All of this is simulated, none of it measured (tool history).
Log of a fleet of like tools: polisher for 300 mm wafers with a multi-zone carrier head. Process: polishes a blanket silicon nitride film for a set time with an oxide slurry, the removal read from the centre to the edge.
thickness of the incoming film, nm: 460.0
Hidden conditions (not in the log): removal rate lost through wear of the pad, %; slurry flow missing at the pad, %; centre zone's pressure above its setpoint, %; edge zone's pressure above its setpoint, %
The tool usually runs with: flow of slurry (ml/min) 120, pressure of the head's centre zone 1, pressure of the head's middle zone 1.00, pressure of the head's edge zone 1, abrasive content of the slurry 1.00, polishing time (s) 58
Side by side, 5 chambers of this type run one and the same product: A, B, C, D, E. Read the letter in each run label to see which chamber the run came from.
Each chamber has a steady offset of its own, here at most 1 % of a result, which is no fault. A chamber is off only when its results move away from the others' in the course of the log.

| run | hour | flow of slurry (ml/min) | pressure of the head's centre zone | pressure of the head's middle zone | pressure of the head's edge zone | abrasive content of the slurry | polishing time (s) | wafers polished on this pad | hours since the slurry nozzle was cleaned | hours since the centre zone pressure was calibrated | hours since the edge zone pressure was calibrated | film removed at the wafer's centre (angstrom) | film removed at mid-radius (angstrom) | film removed at the wafer's edge (angstrom) |
|---|---|---|---|---|---|---|---|---|---|---|---|---|---|---|
| 1E | 2.8 | 120 | 1 | 1.00 | 1 | 1.00 | 58 | 708 | 190.5 | 437.8 | 590.4 | 288.83 | 295.53 | 296.27 |
| 2C | 7.1 | 120 | 1 | 1.00 | 1 | 1.00 | 58 | 275 | 742.2 | 972.2 | 755.4 | 290.49 | 291.07 | 292.51 |
| 3A | 11.8 | 120 | 1 | 1.00 | 1 | 1.00 | 58 | 318 | 456.9 | 341.8 | 384.9 | 299.14 | 292.52 | 294.09 |
| 4B | 16.5 | 120 | 1 | 1.00 | 1 | 1.00 | 58 | 214 | 324.2 | 154.7 | 911.0 | 302.38 | 292.39 | 298.24 |
| 5D | 19.3 | 120 | 1 | 1.00 | 1 | 1.00 | 58 | 1128 | 130.2 | 243.6 | 292.5 | 296.70 | 294.35 | 291.37 |
| 6C | 21.8 | 120 | 1 | 1.00 | 1 | 1.00 | 58 | 454 | 756.9 | 986.9 | 770.1 | 294.60 | 292.94 | 290.57 |
|  | 24.8 | chamber D: worn pad replaced by a new one |
| 7D | 25.7 | 120 | 1 | 1.00 | 1 | 1.00 | 58 | 11 | 136.6 | 250.0 | 298.9 | 296.02 | 295.21 | 294.96 |
| 8B | 27.8 | 120 | 1 | 1.00 | 1 | 1.00 | 58 | 352 | 335.5 | 166.0 | 922.3 | 292.40 | 293.29 | 294.56 |
| 9E | 30.1 | 120 | 1 | 1.00 | 1 | 1.00 | 58 | 1040 | 217.8 | 465.1 | 617.7 | 290.01 | 293.34 | 296.13 |
|  | 34.1 | chamber E: worn pad replaced by a new one |
| 10A | 34.3 | 120 | 1 | 1.00 | 1 | 1.00 | 58 | 592 | 479.4 | 364.3 | 407.4 | 299.85 | 296.04 | 294.44 |
| 11C | 36.5 | 120 | 1 | 1.00 | 1 | 1.00 | 58 | 633 | 771.6 | 1001.6 | 784.8 | 293.65 | 293.73 | 296.13 |
|  | 37.5 | chamber C: worn pad replaced by a new one |
| 12A | 39.6 | 120 | 1 | 1.00 | 1 | 1.00 | 58 | 656 | 484.7 | 369.6 | 412.7 | 300.46 | 296.99 | 293.55 |
| 13D | 44.0 | 120 | 1 | 1.00 | 1 | 1.00 | 58 | 234 | 154.9 | 268.3 | 317.2 | 299.30 | 293.96 | 292.11 |
|  | 44.2 | chamber C: slurry nozzle cleaned |
| 14E | 47.1 | 120 | 1 | 1.00 | 1 | 1.00 | 58 | 159 | 234.8 | 482.1 | 634.7 | 288.86 | 296.70 | 300.83 |
| 15B | 49.4 | 120 | 1 | 1.00 | 1 | 1.00 | 58 | 615 | 357.1 | 187.6 | 943.9 | 297.25 | 295.51 | 299.50 |
| 16C | 51.7 | 120 | 1 | 1.00 | 1 | 1.00 | 58 | 173 | 7.6 | 1016.8 | 800.0 | 300.51 | 292.69 | 288.84 |
| 17A | 55.3 | 120 | 1 | 1.00 | 1 | 1.00 | 58 | 847 | 500.4 | 385.3 | 428.4 | 293.68 | 296.07 | 294.47 |
| 18B | 58.3 | 120 | 1 | 1.00 | 1 | 1.00 | 58 | 723 | 366.0 | 196.5 | 952.8 | 294.10 | 296.60 | 296.85 |
| 19E | 61.1 | 120 | 1 | 1.00 | 1 | 1.00 | 58 | 329 | 248.8 | 496.1 | 648.7 | 292.42 | 299.10 | 293.35 |
|  | 62.3 | chamber C: edge zone pressure recalibrated |
| 20D | 64.9 | 120 | 1 | 1.00 | 1 | 1.00 | 58 | 488 | 175.8 | 289.2 | 338.1 | 298.80 | 298.58 | 290.69 |
| 21C | 67.4 | 120 | 1 | 1.00 | 1 | 0.85 | 58 | 365 | 23.3 | 1032.5 | 5.2 | 275.11 | 271.60 | 275.61 |
| 22B | 71.3 | 120 | 1 | 1.00 | 1 | 0.85 | 58 | 881 | 379.0 | 209.5 | 965.8 | 265.93 | 271.95 | 275.42 |
| 23D | 74.9 | 120 | 1 | 1.00 | 1 | 0.85 | 58 | 610 | 185.8 | 299.2 | 348.1 | 274.14 | 274.27 | 272.71 |
| 24E | 78.8 | 120 | 1 | 1.00 | 1 | 0.85 | 58 | 545 | 266.5 | 513.8 | 666.4 | 264.92 | 271.12 | 274.41 |
| 25A | 82.8 | 120 | 1 | 1.00 | 1 | 0.85 | 58 | 1182 | 527.9 | 412.8 | 455.9 | 272.75 | 270.34 | 274.28 |
| 26C | 85.6 | 120 | 1 | 1.00 | 1 | 1.00 | 58 | 586 | 41.5 | 1050.7 | 23.4 | 299.03 | 292.56 | 293.58 |
| 27A | 87.9 | 120 | 1 | 1.00 | 1 | 1.00 | 58 | 1244 | 533.0 | 417.9 | 461.0 | 298.16 | 293.33 | 295.57 |
| 28B | 92.2 | 120 | 1 | 1.00 | 1 | 1.00 | 58 | 1135 | 399.9 | 230.4 | 986.7 | 292.27 | 288.73 | 295.99 |
| 29D | 94.8 | 120 | 1 | 1.00 | 1 | 1.00 | 58 | 852 | 205.7 | 319.1 | 368.0 | 295.75 | 295.93 | 295.62 |
|  | 95.4 | chamber E: slurry nozzle cleaned |
| 30E | 99.3 | 120 | 1 | 1.00 | 1 | 1.00 | 58 | 794 | 3.9 | 534.3 | 686.9 | 293.58 | 293.00 | 294.28 |
|  | 99.9 | chamber C: worn pad replaced by a new one |
| 31C | 102.9 | 120 | 1 | 1.00 | 1 | 1.00 | 58 | 37 | 58.8 | 1068.0 | 40.7 | 291.62 | 298.04 | 293.22 |
| 32E | 105.1 | 120 | 1 | 1.00 | 1 | 1.00 | 58 | 865 | 9.7 | 540.1 | 692.7 | 292.64 | 299.10 | 294.10 |

What goes on in this fleet: one chamber off, a drifting gauge, or nothing beyond the chambers' own small offsets? Name the chamber and the cause, if any.

No chamber is off and the gauge is stable; the differences are just each chamber's small, constant offset.
